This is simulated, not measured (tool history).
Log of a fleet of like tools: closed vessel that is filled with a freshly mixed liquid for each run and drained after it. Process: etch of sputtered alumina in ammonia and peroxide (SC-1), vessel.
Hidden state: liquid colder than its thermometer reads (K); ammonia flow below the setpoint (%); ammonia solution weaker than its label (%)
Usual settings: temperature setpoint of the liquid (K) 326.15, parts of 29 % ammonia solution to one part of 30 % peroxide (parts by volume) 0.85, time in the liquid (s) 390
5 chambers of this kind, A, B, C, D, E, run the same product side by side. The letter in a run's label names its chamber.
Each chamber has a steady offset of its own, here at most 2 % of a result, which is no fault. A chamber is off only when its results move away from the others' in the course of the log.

run   hour  temperature setpoint of the liquid (K)  parts of 29 % ammonia solution to one part of 30 % peroxide (parts by volume)  time in the liquid (s)  hours since the thermometer was replaced  hours since the ammonia flow meter was replaced  hours since the drum of ammonia solution was connected  read-back film thickness of the sputtered alumina reference wafer, read on the same gauge (nm)  thickness taken off the sputtered alumina on a monitor wafer (Å)
 1C    4.9                                  326.15                                                                           0.85                     390                                    1055.8                                            342.2                                                   254.7                                                                                          69.995                                                            221.18
 2A   10.3                                  326.15                                                                           0.85                     390                                     542.3                                            439.7                                                   638.9                                                                                          69.999                                                            215.54
 3E   15.4                                  326.15                                                                           0.85                     390                                     626.5                                            603.3                                                   696.6                                                                                          70.009                                                            222.44
 4D     19                                  326.15                                                                           0.85                     390                                    1079.8                                            570.9                                                   398.2                                                                                          69.998                                                             218.8
 5B     22                                  326.15                                                                           0.85                     390                                    1359.3                                            170.3                                                   581.6                                                                                          70.002                                                            217.15
 6B   25.5                                  326.15                                                                           0.85                     390                                    1362.8                                            173.8                                                   585.1                                                                                          70.021                                                            217.89
 7E   28.6                                  326.15                                                                           0.85                     390                                     639.7                                            616.5                                                   709.8                                                                                          70.017                                                            219.53
 8D     33                                  326.15                                                                           0.85                     585                                    1093.8                                            584.9                                                   412.2                                                                                          69.987                                                            332.91
 9A   35.9                                  326.15                                                                           0.85                     585                                     567.9                                            465.3                                                   664.5                                                                                          69.978                                                            324.62
10C   39.4                                  326.15                                                                           0.85                     585                                    1090.3                                            376.7                                                   289.2                                                                                          70.017                                                            333.48
11D   45.3                                  326.15                                                                           0.85                     585                                    1106.1                                            597.2                                                   424.5                                                                                          69.953                                                            326.59
12B   48.7                                  326.15                                                                           0.85                     585                                      1386                                              197                                                   608.3                                                                                          70.009                                                            328.09
13E   51.7                                  326.15                                                                           0.85                     390                                     662.8                                            639.6                                                   732.9                                                                                          69.995                                                            217.65
14A   55.6                                  326.15                                                                           0.85                     390                                     587.6                                              485                                                   684.2                                                                                          70.002                                                            214.89
15C   61.5                                  320.15                                                                           0.85                     585                                    1112.4                                            398.8                                                   311.3                                                                                          69.992                                                            235.54
16B   65.7                                  320.15                                                                           0.85                     585                                      1403                                              214                                                   625.3                                                                                          70.011                                                            233.83
17D   70.4                                  320.15                                                                           0.85                     585                                    1131.2                                            622.3                                                   449.6                                                                                          70.001                                                            235.83
18E   74.3                                  320.15                                                                           0.85                     585                                     685.4                                            662.2                                                   755.5                                                                                          70.003                                                            239.99
19A   77.5                                  320.15                                                                           0.85                     585                                     609.5                                            506.9                                                   706.1                                                                                           70.01                                                             228.5
20C   82.7                                  326.15                                                                            0.7                     580                                    1133.6                                              420                                                   332.5                                                                                           70.01                                                            321.78
      84.5  -- chamber B: new drum of ammonia solution connected
21C   88.4                                  326.15                                                                            0.7                     580                                    1139.3                                            425.7                                                   338.2                                                                                          69.988                                                             317.5
22D   92.9                                  326.15                                                                            0.7                     580                                    1153.7                                            644.8                                                   472.1                                                                                          69.991                                                            315.21
23A   97.1                                  326.15                                                                            0.7                     580                                     629.1                                            526.5                                                   725.7                                                                                          69.964                                                            306.16
24E  101.3                                  326.15                                                                            0.7                     580                                     712.4                                            689.2                                                   782.5                                                                                          70.013                                                            326.91
25B  104.1                                  326.15                                                                            0.7                     285                                    1441.4                                            252.4                                                    19.6                                                                                          70.006                                                            154.63
26C  109.9                                  326.15                                                                            0.7                     285                                    1160.8                                            447.2                                                   359.7                                                                                          69.993                                                            158.73
27B  114.2                                  326.15                                                                            0.7                     285                                    1451.5                                            262.5                                                    29.7                                                                                          70.015                                                            156.88
28A  118.3                                  326.15                                                                            0.7                     285                                     650.3                                            547.7                                                   746.9                                                                                          69.999                                                            145.86
29E  120.9                                  326.15                                                                            0.7                     285                                       732                                            708.8                                                   802.1                                                                                          70.004                                                            159.13
30D  125.4                                  326.15                                                                           0.85                     390                                    1186.2                                            677.3                                                   504.6                                                                                          69.967                                                            216.35
     127.8  -- chamber C: new drum of ammonia solution connected
31E  128.1                                  326.15                                                                           0.85                     390                                     739.2                                              716                                                   809.3                                                                                          69.984                                                            219.59
32D  132.2                                  326.15                                                                           0.85                     390                                      1193                                            684.1                                                   511.4                                                                                           69.99                                                            217.59
     134.9  -- chamber C: ammonia flow meter replaced
33B  136.4                                  326.15                                                                           0.85                     390                                    1473.7                                            284.7                                                    51.9                                                                                          69.978                                                            216.42
34A  141.3                                  326.15                                                                           0.85                     390                                     673.3                                            570.7                                                   769.9                                                                                          69.985                                                            206.38
35C  144.4                                  326.15                                                                           0.85                     390                                    1195.3                                              9.5                                                    16.6                                                                                          70.038                                                            223.87
36E  148.4                                  326.15                                                                           0.85                     390                                     759.5                                            736.3                                                   829.6                                                                                          69.982                                                            224.58
37A  151.6                                  326.15                                                                           0.85                     390                                     683.6                                              581                                                   780.2                                                                                          69.952                                                            201.09

Is one chamber off against the others, does the gauge drift, or is nothing wrong? If a chamber is off, say which, and what the likeliest cause is.

Chamber A drifts away from the others.
Cause: liquid colder than its thermometer reads (K) = 1.43.

Here are 4 candidates for chamber A's next run, each the usual settings with a change, their results left as question marks. Which one brings its results back in line with what the others give on the usual settings?
In line means no further than this from the other chambers' mean on the usual settings: thickness taken off the sputtered alumina on a monitor wafer (Å) 5.9
38A-1  155.9                                  325.65                                                                           0.85                     385                                                                                                                                                                                                                                                                                                                    ?
38A-2  155.9                                  326.65                                                                           0.85                     410                                                                                                                                                                                                                                                                                                                    ?
38A-3  155.9                                  326.15                                                                           0.85                     400                                                                                                                                                                                                                                                                                                                    ?
38A-4  155.9                                  324.65                                                                           0.85                     390                                                                                                                                                                                                                                                                                                                    ?

The other chambers' mean on the usual settings: thickness taken off the sputtered alumina on a monitor wafer (Å) 219.16
  run  thickness taken off the sputtered alumina on a monitor wafer (Å)
38A-1                                                            194.88
38A-2                                                            219.14
38A-3                                                            208.07
38A-4                                                            186.89
38A-2 brings the chamber back in line.

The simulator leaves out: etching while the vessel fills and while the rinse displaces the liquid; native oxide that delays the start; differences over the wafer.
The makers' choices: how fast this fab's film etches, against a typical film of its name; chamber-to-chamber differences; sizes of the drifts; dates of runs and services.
